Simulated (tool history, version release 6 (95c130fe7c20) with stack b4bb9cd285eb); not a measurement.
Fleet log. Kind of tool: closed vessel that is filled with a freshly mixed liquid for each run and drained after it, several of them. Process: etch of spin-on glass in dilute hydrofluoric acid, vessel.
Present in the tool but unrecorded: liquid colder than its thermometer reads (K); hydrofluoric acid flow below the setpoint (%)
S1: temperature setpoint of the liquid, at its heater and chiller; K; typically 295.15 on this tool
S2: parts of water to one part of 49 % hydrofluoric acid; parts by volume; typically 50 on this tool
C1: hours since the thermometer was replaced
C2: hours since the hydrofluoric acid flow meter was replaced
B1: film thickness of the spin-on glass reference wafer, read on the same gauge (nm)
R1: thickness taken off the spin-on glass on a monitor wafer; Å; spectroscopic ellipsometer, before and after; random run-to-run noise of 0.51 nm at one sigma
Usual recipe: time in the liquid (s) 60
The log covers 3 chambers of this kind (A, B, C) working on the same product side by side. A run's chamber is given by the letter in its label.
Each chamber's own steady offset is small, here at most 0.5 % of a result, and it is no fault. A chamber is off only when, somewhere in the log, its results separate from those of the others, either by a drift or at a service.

run 1B day=0.421 | S1=295.15 S2=50 time_in_the_liquid_(s)=60 | C1=1266.4 C2=2088.5 | B1=59.995 | R1=546.29
run 2C day=0.812 | S1=295.15 S2=50 time_in_the_liquid_(s)=60 | C1=1089.0 C2=1008.3 | B1=60.013 | R1=538.38
run 3A day=1.025 | S1=295.15 S2=50 time_in_the_liquid_(s)=60 | C1=118.6 C2=638.1 | B1=60.001 | R1=551.45
run 4B day=1.408 | S1=295.15 S2=50 time_in_the_liquid_(s)=60 | C1=1290.1 C2=2112.2 | B1=59.955 | R1=548.15
run 5C day=1.817 | S1=295.15 S2=50 time_in_the_liquid_(s)=60 | C1=1113.1 C2=1032.4 | B1=59.996 | R1=548.15
run 6A day=2.233 | S1=295.15 S2=50 time_in_the_liquid_(s)=60 | C1=147.6 C2=667.1 | B1=59.934 | R1=543.95
run 7A day=2.517 | S1=295.15 S2=50 time_in_the_liquid_(s)=80 | C1=154.4 C2=673.9 | B1=59.971 | R1=734.36
run 8B day=2.838 | S1=295.15 S2=50 time_in_the_liquid_(s)=80 | C1=1324.4 C2=2146.5 | B1=59.995 | R1=729.29
run 9C day=3.175 | S1=295.15 S2=50 time_in_the_liquid_(s)=80 | C1=1145.7 C2=1065.0 | B1=60.018 | R1=725.64
run 10B day=3.458 | S1=295.15 S2=50 time_in_the_liquid_(s)=60 | C1=1339.3 C2=2161.4 | B1=59.979 | R1=540.89
run 11A day=3.842 | S1=295.15 S2=50 time_in_the_liquid_(s)=30 | C1=186.2 C2=705.7 | B1=60.018 | R1=266.85
run 12C day=4.233 | S1=295.15 S2=50 time_in_the_liquid_(s)=30 | C1=1171.1 C2=1090.4 | B1=59.993 | R1=273.52
run 13C day=4.612 | S1=295.15 S2=50 time_in_the_liquid_(s)=30 | C1=1180.2 C2=1099.5 | B1=60.041 | R1=275.28
run 14B day=4.817 | S1=295.15 S2=50 time_in_the_liquid_(s)=60 | C1=1371.9 C2=2194.0 | B1=59.927 | R1=542.58
run 15A day=5.054 | S1=291.15 S2=35 time_in_the_liquid_(s)=60 | C1=215.3 C2=734.8 | B1=59.979 | R1=642.03
run 16C day=5.329 | S1=291.15 S2=35 time_in_the_liquid_(s)=60 | C1=1197.4 C2=1116.7 | B1=59.971 | R1=680.74
run 17A day=5.567 | S1=291.15 S2=35 time_in_the_liquid_(s)=60 | C1=227.6 C2=747.1 | B1=59.979 | R1=634.77
run 18B day=5.883 | S1=295.15 S2=50 time_in_the_liquid_(s)=35 | C1=1397.5 C2=2219.6 | B1=59.984 | R1=316.19
run 19C day=6.158 | S1=295.15 S2=50 time_in_the_liquid_(s)=35 | C1=1217.3 C2=1136.6 | B1=59.999 | R1=314.08
run 20B day=6.383 | S1=295.15 S2=50 time_in_the_liquid_(s)=35 | C1=1409.5 C2=2231.6 | B1=59.968 | R1=318.46
run 21A day=6.662 | S1=295.15 S2=50 time_in_the_liquid_(s)=60 | C1=253.9 C2=773.4 | B1=59.955 | R1=506.41

What goes on in this fleet: one chamber off, a drifting gauge, or nothing beyond the chambers' own small offsets? Name the chamber and the cause, if any.

Chamber A drifts away from the others.
Most likely cause: liquid colder than its thermometer reads (K) = 1.85.
The log might look much the same if the cause were instead: hydrofluoric acid flow below the setpoint (%).

Which of the 4 candidates below, each the usual settings with something changed and its results left as question marks, puts chamber A back in line with what the other chambers give on the usual settings?
Maximum distance from the other chambers' mean on the usual settings for a result to count as in line: R1 18.00 Å
run 22A-1 day=6.983 | S1=297.15 S2=50 time_in_the_liquid_(s)=60 | R1=?
run 22A-2 day=6.983 | S1=295.15 S2=50 time_in_the_liquid_(s)=55 | R1=?
run 22A-3 day=6.983 | S1=295.65 S2=50 time_in_the_liquid_(s)=60 | R1=?
run 22A-4 day=6.983 | S1=294.65 S2=50 time_in_the_liquid_(s)=60 | R1=?

What the other chambers average on the usual settings: R1 546.58 Å
run=22A-1 R1=554.68
run=22A-2 R1=466.82
run=22A-3 R1=520.16
run=22A-4 R1=498.34
Change 22A-1 lands the chamber within the allowed miss of the other chambers.

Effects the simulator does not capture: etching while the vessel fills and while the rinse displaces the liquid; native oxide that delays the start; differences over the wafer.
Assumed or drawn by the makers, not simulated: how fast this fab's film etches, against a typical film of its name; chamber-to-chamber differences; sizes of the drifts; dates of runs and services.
